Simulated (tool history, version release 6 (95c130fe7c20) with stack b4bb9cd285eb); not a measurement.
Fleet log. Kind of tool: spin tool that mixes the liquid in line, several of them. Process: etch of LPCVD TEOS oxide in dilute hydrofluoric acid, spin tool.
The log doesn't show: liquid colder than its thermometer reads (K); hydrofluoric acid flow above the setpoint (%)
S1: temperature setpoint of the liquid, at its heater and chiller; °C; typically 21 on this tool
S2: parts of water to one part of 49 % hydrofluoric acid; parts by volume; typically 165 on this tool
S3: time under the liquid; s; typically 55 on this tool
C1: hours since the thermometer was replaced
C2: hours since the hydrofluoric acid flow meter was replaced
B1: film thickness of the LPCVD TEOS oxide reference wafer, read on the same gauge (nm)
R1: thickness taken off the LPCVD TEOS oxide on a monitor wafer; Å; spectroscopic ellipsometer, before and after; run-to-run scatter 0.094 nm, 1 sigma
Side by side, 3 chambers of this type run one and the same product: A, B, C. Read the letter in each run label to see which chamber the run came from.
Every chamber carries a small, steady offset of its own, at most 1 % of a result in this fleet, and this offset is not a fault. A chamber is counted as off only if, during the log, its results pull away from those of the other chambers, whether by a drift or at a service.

| run | hour | S1 | S2 | S3 | C1 | C2 | B1 | R1 |
|---|---|---|---|---|---|---|---|---|
| 1A | 7 | 21 | 165 | 55 | 1906.1 | 26.9 | 120.01 | 112.38 |
| 2B | 18.5 | 21 | 165 | 55 | 310.8 | 552.1 | 120.01 | 110.97 |
| 3C | 28.8 | 21 | 165 | 55 | 1429.5 | 441.4 | 120.03 | 110.38 |
| 4B | 36.7 | 21 | 165 | 55 | 329 | 570.3 | 120.03 | 112.62 |
| 5C | 43.5 | 21 | 165 | 55 | 1444.2 | 456.1 | 120.03 | 111.48 |
| 6A | 50.9 | 21 | 165 | 55 | 1950 | 70.8 | 119.97 | 110.45 |
| 7B | 60.5 | 21 | 165 | 55 | 352.8 | 594.1 | 120.03 | 109.12 |
| 8C | 67.3 | 21 | 165 | 55 | 1468 | 479.9 | 120.01 | 111.33 |
| 9A | 77.4 | 21 | 165 | 55 | 1976.5 | 97.3 | 120.02 | 110.93 |
| 10A | 87.4 | 21 | 165 | 55 | 1986.5 | 107.3 | 120.01 | 109.73 |
| 11B | 98.4 | 21 | 165 | 55 | 390.7 | 632 | 119.99 | 111.81 |
| 12C | 108.8 | 21 | 165 | 55 | 1509.5 | 521.4 | 120.03 | 108.51 |
| 13B | 118.1 | 21 | 165 | 55 | 410.4 | 651.7 | 120.03 | 109.93 |
| 14C | 128.4 | 21 | 165 | 55 | 1529.1 | 541 | 120.02 | 109.38 |
| 15A | 141.7 | 21 | 165 | 55 | 2040.8 | 161.6 | 120.03 | 110.7 |
| 16C | 151.4 | 21 | 165 | 55 | 1552.1 | 564 | 119.99 | 106.55 |
| 17A | 159.4 | 21 | 165 | 55 | 2058.5 | 179.3 | 120.01 | 111.32 |
| 18B | 170.9 | 21 | 165 | 55 | 463.2 | 704.5 | 120.03 | 111.02 |
| 19A | 182 | 21 | 165 | 55 | 2081.1 | 201.9 | 119.97 | 112.29 |
| 20C | 189.2 | 21 | 165 | 55 | 1589.9 | 601.8 | 119.98 | 103.61 |
| 21B | 195 | 21 | 165 | 55 | 487.3 | 728.6 | 120 | 111.23 |

Which is it: a chamber that has drifted or been left off by a service, a gauge drift common to all chambers, or only each chamber's usual small offset? If a chamber is off, name it and its likeliest cause.

Chamber C drifts away from the others.
Cause: liquid colder than its thermometer reads (K) = 2.08.
From this log alone, it may not be told apart from: hydrofluoric acid flow below the setpoint (%).

Below are 4 candidate recipes for chamber C's next run, each the usual settings with a change, their results shown as question marks. Which of them brings C's results back in line with what the other chambers give on the usual settings?
In line means no further than this from the other chambers' mean on the usual settings: R1 3.3 Å
| 22C-1 | 204.4 | 21 | 185 | 55 |  |  |  | ? |
| 22C-2 | 204.4 | 21 | 175 | 55 |  |  |  | ? |
| 22C-3 | 204.4 | 24.5 | 165 | 55 |  |  |  | ? |
| 22C-4 | 204.4 | 23 | 165 | 55 |  |  |  | ? |

The other chambers' mean on the usual settings: R1 110.69 Å
| run | R1 |
|---|---|
| 22C-1 | 90.102 |
| 22C-2 | 96.1 |
| 22C-3 | 117.9 |
| 22C-4 | 111.24 |
22C-4 brings the chamber back in line.

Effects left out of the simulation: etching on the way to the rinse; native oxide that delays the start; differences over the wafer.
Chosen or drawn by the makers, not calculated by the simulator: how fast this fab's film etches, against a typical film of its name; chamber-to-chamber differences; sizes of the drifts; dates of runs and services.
